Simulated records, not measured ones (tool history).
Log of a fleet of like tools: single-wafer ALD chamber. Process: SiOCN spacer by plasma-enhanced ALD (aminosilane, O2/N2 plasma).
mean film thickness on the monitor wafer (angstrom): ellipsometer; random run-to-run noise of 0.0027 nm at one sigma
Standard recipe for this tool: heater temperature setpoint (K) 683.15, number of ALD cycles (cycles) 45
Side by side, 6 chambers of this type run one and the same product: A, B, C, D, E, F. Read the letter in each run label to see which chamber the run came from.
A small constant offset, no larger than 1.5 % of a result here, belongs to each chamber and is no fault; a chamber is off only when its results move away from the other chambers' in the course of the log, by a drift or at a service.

run   hour  heater temperature setpoint (K)  number of ALD cycles (cycles)  hours since the last thermocouple change  read-back reference wafer on the same gauge, thickness_nm  mean film thickness on the monitor wafer (angstrom)
 1C   13.6                           683.15                             45                                    1564.7                                                     2.7495                                               26.579
 2D   22.2                           683.15                             45                                     962.7                                                     2.7492                                               26.471
 3E     31                           683.15                             45                                    1147.2                                                     2.7495                                               26.612
 4A   39.5                           683.15                             45                                    2594.4                                                      2.749                                               26.256
 5B     50                           683.15                             45                                     614.8                                                     2.7485                                               26.293
 6F   56.4                           683.15                             45                                     597.1                                                     2.7482                                               26.396
 7D   65.1                           683.15                             50                                    1005.6                                                     2.7474                                               29.377
 8B   71.8                           683.15                             50                                     636.6                                                     2.7482                                               29.288
 9F     84                           683.15                             50                                     624.7                                                     2.7472                                               29.318
10C   92.2                           683.15                             50                                    1643.3                                                     2.7473                                               29.457
11E  102.8                           683.15                             50                                      1219                                                     2.7469                                                29.54
12A  111.9                           683.15                             50                                    2666.8                                                     2.7466                                               29.157
13D  120.5                           683.15                             45                                      1061                                                     2.7463                                               26.455
14E  131.2                           683.15                             45                                    1247.4                                                     2.7455                                               26.589
     136.3  -- chamber E: thermocouple changed; heater temperature recalibrated
15A  143.2                           690.15                             51                                    2698.1                                                     2.7452                                               29.087
16F  155.8                           690.15                             51                                     696.5                                                     2.7452                                                29.28
17B  166.6                           690.15                             51                                     731.4                                                     2.7453                                               29.099
18C  176.9                           690.15                             51                                      1728                                                     2.7448                                               29.386
19A  189.9                           690.15                             51                                    2744.8                                                     2.7449                                                29.11
20B  201.9                           690.15                             51                                     766.7                                                     2.7437                                                29.14
       211  -- chamber A: thermocouple changed; heater temperature recalibrated
21E  213.2                           696.15                             45                                      76.9                                                     2.7441                                               25.514
22F  223.9                           696.15                             45                                     764.6                                                     2.7433                                               25.311
23D  231.6                           696.15                             45                                    1172.1                                                      2.743                                                25.42
24C  239.9                           696.15                             45                                      1791                                                     2.7433                                               25.406
25F  253.6                           696.15                             45                                     794.3                                                     2.7423                                               25.275
26C  266.7                           696.15                             45                                    1817.8                                                     2.7422                                               25.441
27D  276.6                           683.15                             45                                    1217.1                                                     2.7419                                               26.454
28A  286.9                           683.15                             45                                        76                                                     2.7416                                               26.239
29B  299.7                           683.15                             45                                     864.5                                                      2.741                                               26.258
30E  307.1                           683.15                             45                                     170.8                                                     2.7414                                               26.495
31F  319.1                           683.15                             45                                     859.8                                                     2.7403                                                26.36
32E  327.2                           683.15                             45                                     190.9                                                     2.7404                                               26.544
33D  336.3                           683.15                             45                                    1276.8                                                     2.7407                                                26.39
34B  343.5                           683.15                             45                                     908.3                                                     2.7393                                                26.24
35A    352                           683.15                             45                                     141.1                                                     2.7392                                               26.242
36C  361.1                           683.15                             45                                    1912.2                                                     2.7399                                                26.46
37E  370.4                           688.15                             45                                     234.1                                                     2.7397                                               26.122
38A  376.6                           688.15                             45                                     165.7                                                      2.739                                               25.841

Read the log: is a single chamber off, either drifting away or since a service, is the gauge that measures every chamber drifting, or is nothing wrong beyond small per-chamber offsets? Name any odd chamber and what most likely caused it.

It is the gauge, not a chamber: its drift shows up in every chamber's results at once, and no chamber is off.
Cause: gauge reads low (%) = 0.413.
